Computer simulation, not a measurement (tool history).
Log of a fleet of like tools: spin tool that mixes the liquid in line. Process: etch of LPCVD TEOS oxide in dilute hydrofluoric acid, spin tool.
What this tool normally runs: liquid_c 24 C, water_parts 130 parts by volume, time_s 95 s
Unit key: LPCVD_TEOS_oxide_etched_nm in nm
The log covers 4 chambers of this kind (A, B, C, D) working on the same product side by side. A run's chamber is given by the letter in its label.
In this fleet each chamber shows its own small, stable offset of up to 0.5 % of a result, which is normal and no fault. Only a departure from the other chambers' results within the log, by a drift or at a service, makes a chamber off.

run,hour,liquid_c,water_parts,time_s,"read-back film thickness of the LPCVD TEOS oxide reference wafer, read on the same gauge (nm)",LPCVD_TEOS_oxide_etched_nm
1B,8.9,24,130,95,120.04,12.303
2D,16,24,130,95,120,12.14
3A,25.3,24,130,95,120.03,12.188
4C,34.8,24,130,95,119.99,12.322
5B,44.1,21.5,130,125,120.06,14.611
6C,52.9,21.5,130,125,119.98,14.5
7D,57.6,21.5,130,125,120.06,14.497
8A,62.5,21.5,130,125,119.95,14.362
9D,70.5,24,130,95,120.01,12.412
10B,78.2,24,130,40,120.03,5.1573
11A,85.5,24,130,40,120.05,5.0531
# hour 91.3: chamber A: hydrofluoric acid flow meter replaced
12C,93.2,24,130,40,119.95,5.219
13D,101.8,24,130,40,119.97,5.0997
14B,109.3,24,130,95,120.01,12.093
15A,114.3,24,130,95,119.99,12.346
16C,123.5,21,130,45,119.99,5.22
17B,131.5,21,130,45,119.97,5.1099
18A,137.3,21,130,45,120,5.0508
19C,143.1,21,130,45,119.94,5.2265
20D,149.8,24,130,95,119.98,12.257
21C,156.4,24,130,130,119.98,16.934
22A,163.9,24,130,130,120,16.724
23B,170.8,24,130,130,120,16.293
24D,179.8,24,130,130,119.96,16.999
25A,185.7,24,130,95,119.98,12.2
26D,190.6,24,130,95,120.02,12.363
27B,197.2,24,130,95,120.01,11.971
28C,202.5,24,130,95,120.03,12.615
29A,206.9,24,130,95,120,12.168
30C,214.1,24,130,95,119.98,12.348
# hour 217.6: chamber C: thermometer replaced
31D,219.9,24,130,95,120.07,12.334
32B,225.9,24,130,95,120.06,11.686
33B,234.5,24,130,95,119.99,11.811
34D,241.2,24,130,95,120.04,12.415
35A,248,24,130,95,120.02,12.401
36C,252.4,24,130,95,119.98,12.237
37C,261.4,24,130,95,120.03,12.504
38B,268.9,27,130,70,119.99,9.5083
39D,273.9,27,130,70,119.97,10.212
40A,280.9,27,130,70,119.98,10.231

Has any chamber moved away from the others, gradually or after a service, or does the common gauge drift, or do the chambers differ only by their own small steady offsets? State the chamber and the most likely cause if one applies.

One chamber, B, drifts off from the rest bit by bit.
Most likely cause: hydrofluoric acid flow below the setpoint (%) = 6.
The log might look much the same if the cause were instead: liquid colder than its thermometer reads (K).

Below are 4 candidate recipes for chamber B's next run, each the usual settings with a change, their results shown as question marks. Which of them brings B's results back in line with what the other chambers give on the usual settings?
To be in line, a result may differ from the other chambers' mean on the usual settings by at most: LPCVD_TEOS_oxide_etched_nm 0.4 nm
41B-1,287.8,26,130,95,,?
41B-2,287.8,27.5,130,95,,?
41B-3,287.8,24,140,90,,?
41B-4,287.8,22,130,95,,?

The other chambers' mean on the usual settings: LPCVD_TEOS_oxide_etched_nm 12.318 nm
run,LPCVD_TEOS_oxide_etched_nm
41B-1,12.347
41B-2,13.052
41B-3,9.9475
41B-4,10.608
41B-1 puts the chamber back in line with the other chambers.

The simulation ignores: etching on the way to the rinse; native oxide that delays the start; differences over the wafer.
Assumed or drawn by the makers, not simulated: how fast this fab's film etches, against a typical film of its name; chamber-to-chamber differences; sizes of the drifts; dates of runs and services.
